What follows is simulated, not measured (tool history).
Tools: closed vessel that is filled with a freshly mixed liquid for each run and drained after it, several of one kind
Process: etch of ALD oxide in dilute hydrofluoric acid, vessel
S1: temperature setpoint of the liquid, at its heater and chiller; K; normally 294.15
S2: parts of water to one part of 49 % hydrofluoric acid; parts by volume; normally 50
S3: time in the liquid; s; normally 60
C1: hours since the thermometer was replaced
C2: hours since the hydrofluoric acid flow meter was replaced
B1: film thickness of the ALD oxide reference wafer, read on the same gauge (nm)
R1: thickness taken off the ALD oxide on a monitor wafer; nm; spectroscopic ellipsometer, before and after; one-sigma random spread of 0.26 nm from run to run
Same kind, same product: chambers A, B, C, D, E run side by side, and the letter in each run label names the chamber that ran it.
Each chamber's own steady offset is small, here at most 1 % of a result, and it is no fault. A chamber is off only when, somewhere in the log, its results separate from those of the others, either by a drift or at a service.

run 1D day=0.217 | S1=294.15 S2=50 S3=60 | C1=1186.7 C2=94.7 | B1=120.00 | R1=29.917
run 2B day=0.379 | S1=294.15 S2=50 S3=60 | C1=132.6 C2=346.7 | B1=119.97 | R1=29.958
run 3C day=0.504 | S1=294.15 S2=50 S3=60 | C1=64.6 C2=636.7 | B1=120.02 | R1=29.810
run 4A day=0.679 | S1=294.15 S2=50 S3=60 | C1=729.4 C2=65.5 | B1=119.98 | R1=30.212
run 5E day=0.888 | S1=294.15 S2=50 S3=60 | C1=409.5 C2=926.2 | B1=120.03 | R1=29.484
run 6B day=1.054 | S1=294.15 S2=50 S3=60 | C1=148.8 C2=362.9 | B1=119.98 | R1=29.512
run 7A day=1.254 | S1=294.15 S2=50 S3=60 | C1=743.2 C2=79.3 | B1=119.98 | R1=30.435
run 8E day=1.383 | S1=294.15 S2=50 S3=60 | C1=421.4 C2=938.1 | B1=120.01 | R1=29.663
-- day=1.421 chamber C: hydrofluoric acid flow meter replaced
run 9C day=1.571 | S1=290.15 S2=50 S3=60 | C1=90.2 C2=3.6 | B1=119.98 | R1=25.452
run 10D day=1.725 | S1=290.15 S2=50 S3=60 | C1=1222.9 C2=130.9 | B1=120.03 | R1=25.497
run 11B day=1.850 | S1=290.15 S2=50 S3=60 | C1=167.9 C2=382.0 | B1=120.00 | R1=25.040
run 12A day=2.054 | S1=290.15 S2=50 S3=60 | C1=762.4 C2=98.5 | B1=120.00 | R1=25.374
run 13D day=2.233 | S1=290.15 S2=50 S3=60 | C1=1235.1 C2=143.1 | B1=120.03 | R1=25.482
run 14C day=2.404 | S1=294.15 S2=50 S3=60 | C1=110.2 C2=23.6 | B1=119.98 | R1=29.882
run 15E day=2.546 | S1=294.15 S2=50 S3=60 | C1=449.3 C2=966.0 | B1=120.01 | R1=29.741
run 16D day=2.696 | S1=294.15 S2=50 S3=60 | C1=1246.2 C2=154.2 | B1=120.01 | R1=29.784
run 17E day=2.829 | S1=294.15 S2=50 S3=60 | C1=456.1 C2=972.8 | B1=119.99 | R1=29.476
run 18C day=3.046 | S1=294.15 S2=50 S3=60 | C1=125.6 C2=39.0 | B1=120.04 | R1=30.452
run 19B day=3.154 | S1=294.15 S2=50 S3=60 | C1=199.2 C2=413.3 | B1=119.99 | R1=30.083
run 20A day=3.367 | S1=294.15 S2=50 S3=60 | C1=793.9 C2=130.0 | B1=119.99 | R1=29.384
run 21C day=3.583 | S1=294.15 S2=50 S3=60 | C1=138.5 C2=51.9 | B1=120.01 | R1=29.978
run 22A day=3.758 | S1=294.15 S2=50 S3=60 | C1=803.3 C2=139.4 | B1=119.99 | R1=29.644
run 23B day=3.900 | S1=294.15 S2=50 S3=60 | C1=217.1 C2=431.2 | B1=120.02 | R1=30.049
run 24E day=4.062 | S1=294.15 S2=50 S3=60 | C1=485.7 C2=1002.4 | B1=119.96 | R1=29.813
run 25D day=4.233 | S1=298.65 S2=30 S3=60 | C1=1283.1 C2=191.1 | B1=119.99 | R1=62.021
run 26A day=4.450 | S1=298.65 S2=30 S3=60 | C1=819.9 C2=156.0 | B1=119.97 | R1=61.497
run 27D day=4.671 | S1=298.65 S2=30 S3=60 | C1=1293.6 C2=201.6 | B1=119.99 | R1=62.885
run 28B day=4.796 | S1=298.65 S2=30 S3=60 | C1=238.6 C2=452.7 | B1=119.99 | R1=60.940
run 29E day=4.921 | S1=298.65 S2=30 S3=60 | C1=506.3 C2=1023.0 | B1=119.96 | R1=62.041
run 30C day=5.125 | S1=294.15 S2=50 S3=60 | C1=175.5 C2=88.9 | B1=120.01 | R1=30.253
run 31A day=5.288 | S1=294.15 S2=50 S3=60 | C1=840.0 C2=176.1 | B1=119.98 | R1=29.481
run 32D day=5.404 | S1=294.15 S2=50 S3=60 | C1=1311.2 C2=219.2 | B1=120.03 | R1=30.148
run 33C day=5.517 | S1=294.15 S2=50 S3=60 | C1=184.9 C2=98.3 | B1=119.97 | R1=29.768
run 34B day=5.721 | S1=294.15 S2=50 S3=60 | C1=260.8 C2=474.9 | B1=120.01 | R1=29.907
run 35E day=5.829 | S1=294.15 S2=50 S3=60 | C1=528.1 C2=1044.8 | B1=120.00 | R1=29.769
run 36A day=5.933 | S1=294.15 S2=50 S3=60 | C1=855.5 C2=191.6 | B1=120.02 | R1=28.759
run 37D day=6.058 | S1=291.15 S2=50 S3=35 | C1=1326.9 C2=234.9 | B1=120.00 | R1=15.342
run 38C day=6.188 | S1=291.15 S2=50 S3=35 | C1=201.0 C2=114.4 | B1=120.04 | R1=15.246
run 39E day=6.392 | S1=291.15 S2=50 S3=35 | C1=541.6 C2=1058.3 | B1=120.02 | R1=15.051
run 40B day=6.500 | S1=291.15 S2=50 S3=35 | C1=279.5 C2=493.6 | B1=119.98 | R1=15.403
run 41B day=6.708 | S1=291.15 S2=50 S3=35 | C1=284.5 C2=498.6 | B1=119.97 | R1=15.201
run 42D day=6.862 | S1=294.15 S2=50 S3=60 | C1=1346.2 C2=254.2 | B1=119.97 | R1=30.025
run 43E day=7.054 | S1=294.15 S2=50 S3=60 | C1=557.5 C2=1074.2 | B1=120.00 | R1=29.960

Does one chamber stand apart from the rest, does the shared gauge drift, or is all well apart from small per-chamber offsets? Give the chamber and the most likely cause, where there is one.

Little by little, chamber A moves away from the other chambers.
Likeliest cause: liquid colder than its thermometer reads (K) = 1.12.
The log may not tell that from: hydrofluoric acid flow below the setpoint (%).

Chamber A could run next with any of the 4 candidate recipes listed below; each alters the usual settings, and their results appear as question marks. Which one brings its results back in line with what the other chambers deliver on the usual settings?
To be in line, a result may differ from the other chambers' mean on the usual settings by at most: R1 0.920 nm
run 44A-1 day=7.212 | S1=296.65 S2=50 S3=60 | R1=?
run 44A-2 day=7.212 | S1=295.15 S2=50 S3=60 | R1=?
run 44A-3 day=7.212 | S1=291.65 S2=50 S3=60 | R1=?
run 44A-4 day=7.212 | S1=293.15 S2=50 S3=60 | R1=?

The other chambers' mean on the usual settings: R1 29.955 nm
run=44A-1 R1=31.614
run=44A-2 R1=29.700
run=44A-3 R1=25.593
run=44A-4 R1=27.290
44A-2 is the one that brings the chamber's results back in line with the other chambers.
